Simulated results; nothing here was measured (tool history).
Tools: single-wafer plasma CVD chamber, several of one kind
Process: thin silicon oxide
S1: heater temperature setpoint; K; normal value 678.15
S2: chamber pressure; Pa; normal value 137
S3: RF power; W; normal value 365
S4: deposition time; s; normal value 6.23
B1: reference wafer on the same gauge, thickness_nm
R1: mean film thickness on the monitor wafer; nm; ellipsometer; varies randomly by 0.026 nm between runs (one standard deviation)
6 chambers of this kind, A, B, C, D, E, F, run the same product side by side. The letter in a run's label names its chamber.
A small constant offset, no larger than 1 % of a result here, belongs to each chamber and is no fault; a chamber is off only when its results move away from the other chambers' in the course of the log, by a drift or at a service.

run,hour,S1,S2,S3,S4,B1,R1
1D,5.4,678.15,137,365,6.23,13.7,15.201
2A,9.9,678.15,137,365,6.23,13.706,15.182
3F,17.1,678.15,137,365,6.23,13.706,15.25
4B,21.6,678.15,137,365,6.23,13.711,15.133
5C,28.7,678.15,137,365,5.74,13.709,13.961
6E,35,678.15,137,365,5.74,13.711,14.127
7F,44.1,678.15,137,365,5.74,13.721,14.06
8A,48.6,678.15,137,365,5.74,13.716,13.986
9E,54.1,678.15,137,365,5.74,13.714,14.1
10B,62.3,678.15,137,365,5.74,13.714,13.96
11D,71.6,678.15,137,365,6.23,13.726,15.219
12C,79.3,678.15,137,430,6.23,13.721,16.098
13D,88.6,678.15,137,430,6.23,13.721,16.173
14A,95.8,678.15,137,430,6.23,13.73,16.158
15E,104.1,678.15,137,430,6.23,13.729,16.291
16B,110.8,678.15,137,430,6.23,13.732,16.046
17F,116.6,678.15,137,430,6.23,13.733,16.167
# hour 123.7: chamber E: thermocouple changed; heater temperature recalibrated
18C,126.2,678.15,137,365,6.23,13.734,15.268
19F,134.9,678.15,137,365,6.23,13.739,15.277
# hour 141.3: chamber C: RF generator calibrated
20A,142.6,678.15,137,365,6.23,13.745,15.19
21E,149.3,678.15,137,365,6.23,13.743,15.384
22C,156.8,678.15,137,365,6.23,13.751,15.269
23B,162.9,678.15,137,365,6.23,13.751,15.171
24D,168.7,678.15,137,365,6.23,13.749,15.275
25D,175.8,678.15,137,365,6.23,13.758,15.242
# hour 178.2: chamber A: thermocouple changed; heater temperature recalibrated
26C,180.2,678.15,137,365,6.23,13.755,15.328
27A,187.6,678.15,165,365,7.07,13.765,19.396
28F,193.3,678.15,165,365,7.07,13.753,19.427
29E,203,678.15,165,365,7.07,13.765,19.641
30B,209,678.15,165,365,7.07,13.764,19.326
31A,216.9,678.15,165,365,7.07,13.769,19.392
32C,224.6,678.15,165,365,7.07,13.769,19.478
33E,231.8,678.15,137,365,6.23,13.774,15.36
# hour 232.8: chamber C: thermocouple changed; heater temperature recalibrated
34F,236.9,678.15,137,365,6.23,13.775,15.321
# hour 240.4: chamber A: RF generator calibrated
35B,246,678.15,137,365,6.23,13.776,15.181
36D,253.5,678.15,137,365,6.23,13.775,15.35
# hour 260.1: chamber B: RF generator calibrated
37C,262.4,678.15,137,365,6.23,13.778,15.276
38F,269.3,678.15,112,365,5.22,13.779,10.935
# hour 271.9: chamber E: RF generator calibrated
39A,279,678.15,112,365,5.22,13.783,10.881
40D,287.3,678.15,112,365,5.22,13.782,10.904
41E,294.3,678.15,112,365,5.22,13.792,10.946
42B,300.3,678.15,112,365,5.22,13.782,10.827
43B,307.8,678.15,112,365,5.22,13.794,10.905
44C,312.3,678.15,137,365,6.23,13.792,15.306

Next, all 6 chambers run the settings below, one line each with question marks for the results. What does each chamber give?
45A,319.2,678.15,137,420,6.23,,?
45B,319.2,678.15,137,420,6.23,,?
45C,319.2,678.15,137,420,6.23,,?
45D,319.2,678.15,137,420,6.23,,?
45E,319.2,678.15,137,420,6.23,,?
45F,319.2,678.15,137,420,6.23,,?

run,R1
45A,16.083
45B,16.003
45C,16.104
45D,16.154
45E,16.237
45F,16.108

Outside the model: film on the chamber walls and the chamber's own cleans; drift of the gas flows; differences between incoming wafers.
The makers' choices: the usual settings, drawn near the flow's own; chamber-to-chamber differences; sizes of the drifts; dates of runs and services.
